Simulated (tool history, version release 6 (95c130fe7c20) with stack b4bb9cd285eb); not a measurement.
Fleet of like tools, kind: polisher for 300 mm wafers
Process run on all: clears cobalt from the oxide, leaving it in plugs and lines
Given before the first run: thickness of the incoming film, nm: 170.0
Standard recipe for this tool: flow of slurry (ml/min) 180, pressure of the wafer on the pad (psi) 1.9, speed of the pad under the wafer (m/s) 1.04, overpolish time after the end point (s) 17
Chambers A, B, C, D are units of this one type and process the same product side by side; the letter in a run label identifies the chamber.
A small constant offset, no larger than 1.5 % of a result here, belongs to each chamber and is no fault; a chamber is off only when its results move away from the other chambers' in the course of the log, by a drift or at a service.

| run | day | flow of slurry (ml/min) | pressure of the wafer on the pad (psi) | speed of the pad under the wafer (m/s) | overpolish time after the end point (s) | wafers polished on this pad | hours since the slurry nozzle was cleaned | hours since the head pressure was calibrated | time until the end point was called (s) | dishing of a wide line in a test structure (nm) |
|---|---|---|---|---|---|---|---|---|---|---|
| 1D | 0.212 | 180 | 1.9 | 1.04 | 17 | 278 | 700.3 | 52.1 | 39.636 | 49.250 |
|  | 0.350 | chamber A: worn pad replaced by a new one |
| 2A | 0.633 | 180 | 1.9 | 1.04 | 17 | 42 | 608.3 | 921.6 | 38.396 | 49.851 |
| 3B | 0.867 | 180 | 1.9 | 1.04 | 17 | 452 | 135.7 | 249.5 | 38.415 | 48.665 |
| 4C | 1.196 | 180 | 1.9 | 1.04 | 17 | 645 | 203.4 | 351.5 | 38.328 | 49.791 |
|  | 1.275 | chamber B: worn pad replaced by a new one |
| 5C | 1.517 | 180 | 1.9 | 1.04 | 17 | 692 | 211.1 | 359.2 | 37.616 | 48.349 |
|  | 1.538 | chamber C: slurry nozzle cleaned |
| 6A | 1.938 | 180 | 1.9 | 1.04 | 17 | 234 | 639.6 | 952.9 | 40.399 | 48.645 |
| 7B | 2.275 | 180 | 1.9 | 1.04 | 17 | 147 | 169.5 | 283.3 | 37.576 | 48.283 |
| 8D | 2.492 | 180 | 2.3 | 1.32 | 17 | 613 | 755.0 | 106.8 | 24.911 | 60.796 |
| 9B | 2.742 | 180 | 2.3 | 1.32 | 17 | 215 | 180.7 | 294.5 | 24.891 | 60.702 |
|  | 2.771 | chamber C: head pressure recalibrated |
| 10A | 3.117 | 180 | 2.3 | 1.32 | 17 | 407 | 667.9 | 981.2 | 25.475 | 59.869 |
| 11C | 3.412 | 180 | 2.3 | 1.32 | 17 | 971 | 45.0 | 15.5 | 25.240 | 59.613 |
| 12D | 3.629 | 180 | 1.9 | 1.04 | 17 | 781 | 782.3 | 134.1 | 39.523 | 49.424 |
| 13A | 4.083 | 180 | 1.9 | 1.04 | 17 | 549 | 691.1 | 1004.4 | 38.233 | 47.075 |
|  | 4.196 | chamber A: worn pad replaced by a new one |
|  | 4.442 | chamber A: slurry nozzle cleaned |
| 14B | 4.529 | 180 | 1.9 | 1.04 | 17 | 478 | 223.6 | 337.4 | 39.545 | 47.577 |
|  | 4.579 | chamber B: worn pad replaced by a new one |
| 15C | 4.792 | 180 | 1.9 | 1.04 | 17 | 1174 | 78.1 | 48.6 | 38.189 | 49.509 |
| 16D | 5.038 | 180 | 1.9 | 1.04 | 17 | 988 | 816.1 | 167.9 | 37.542 | 47.804 |
| 17D | 5.458 | 180 | 1.9 | 1.04 | 17 | 1050 | 826.2 | 178.0 | 39.843 | 48.020 |
|  | 5.821 | chamber C: worn pad replaced by a new one |
| 18A | 5.908 | 180 | 1.9 | 0.74 | 7 | 251 | 35.3 | 1048.2 | 55.247 | 19.349 |
|  | 6.050 | chamber D: worn pad replaced by a new one |
| 19C | 6.204 | 180 | 1.9 | 0.74 | 7 | 56 | 112.0 | 82.5 | 52.342 | 19.127 |
| 20B | 6.650 | 180 | 1.9 | 0.74 | 7 | 304 | 274.5 | 388.3 | 53.287 | 18.625 |
| 21C | 6.875 | 180 | 1.9 | 0.74 | 7 | 155 | 128.1 | 98.6 | 54.989 | 19.413 |
| 22D | 7.092 | 180 | 1.9 | 1.04 | 17 | 153 | 865.4 | 217.2 | 37.955 | 47.929 |
| 23B | 7.496 | 120 | 1.9 | 1.04 | 13 | 428 | 294.8 | 408.6 | 41.943 | 39.206 |
|  | 7.675 | chamber B: worn pad replaced by a new one |
|  | 7.783 | chamber A: worn pad replaced by a new one |
| 24A | 7.917 | 120 | 1.9 | 1.04 | 13 | 19 | 83.5 | 1096.4 | 42.008 | 38.385 |
| 25D | 8.238 | 120 | 1.9 | 1.04 | 13 | 322 | 892.9 | 244.7 | 41.820 | 39.184 |
| 26A | 8.662 | 120 | 1.9 | 1.04 | 13 | 129 | 101.4 | 1114.3 | 41.825 | 40.088 |
| 27C | 8.896 | 180 | 1.9 | 1.04 | 17 | 452 | 176.6 | 147.1 | 37.521 | 49.334 |
| 28B | 9.142 | 180 | 1.9 | 1.04 | 17 | 215 | 334.3 | 448.1 | 38.062 | 47.988 |
| 29D | 9.579 | 180 | 1.9 | 1.04 | 17 | 519 | 925.1 | 276.9 | 38.429 | 47.504 |
| 30A | 9.946 | 180 | 1.9 | 1.04 | 17 | 318 | 132.2 | 1145.1 | 39.656 | 48.407 |
| 31C | 10.400 | 180 | 1.9 | 1.04 | 17 | 673 | 212.7 | 183.2 | 37.992 | 48.699 |
| 32B | 10.771 | 240 | 2.5 | 1.04 | 17 | 455 | 373.4 | 487.2 | 27.759 | 57.346 |
| 33B | 11.079 | 240 | 2.5 | 1.04 | 17 | 500 | 380.8 | 494.6 | 28.468 | 57.881 |
|  | 11.175 | chamber D: slurry nozzle cleaned |
| 34D | 11.388 | 240 | 2.5 | 1.04 | 17 | 785 | 5.1 | 320.3 | 28.007 | 57.478 |

One chamber off, gauge drift, or nothing amiss beyond the chambers' own small offsets? If it is a chamber, which one, and what is the likeliest cause?

Nothing is wrong: each chamber keeps only its own small, steady offset and the gauge holds still.
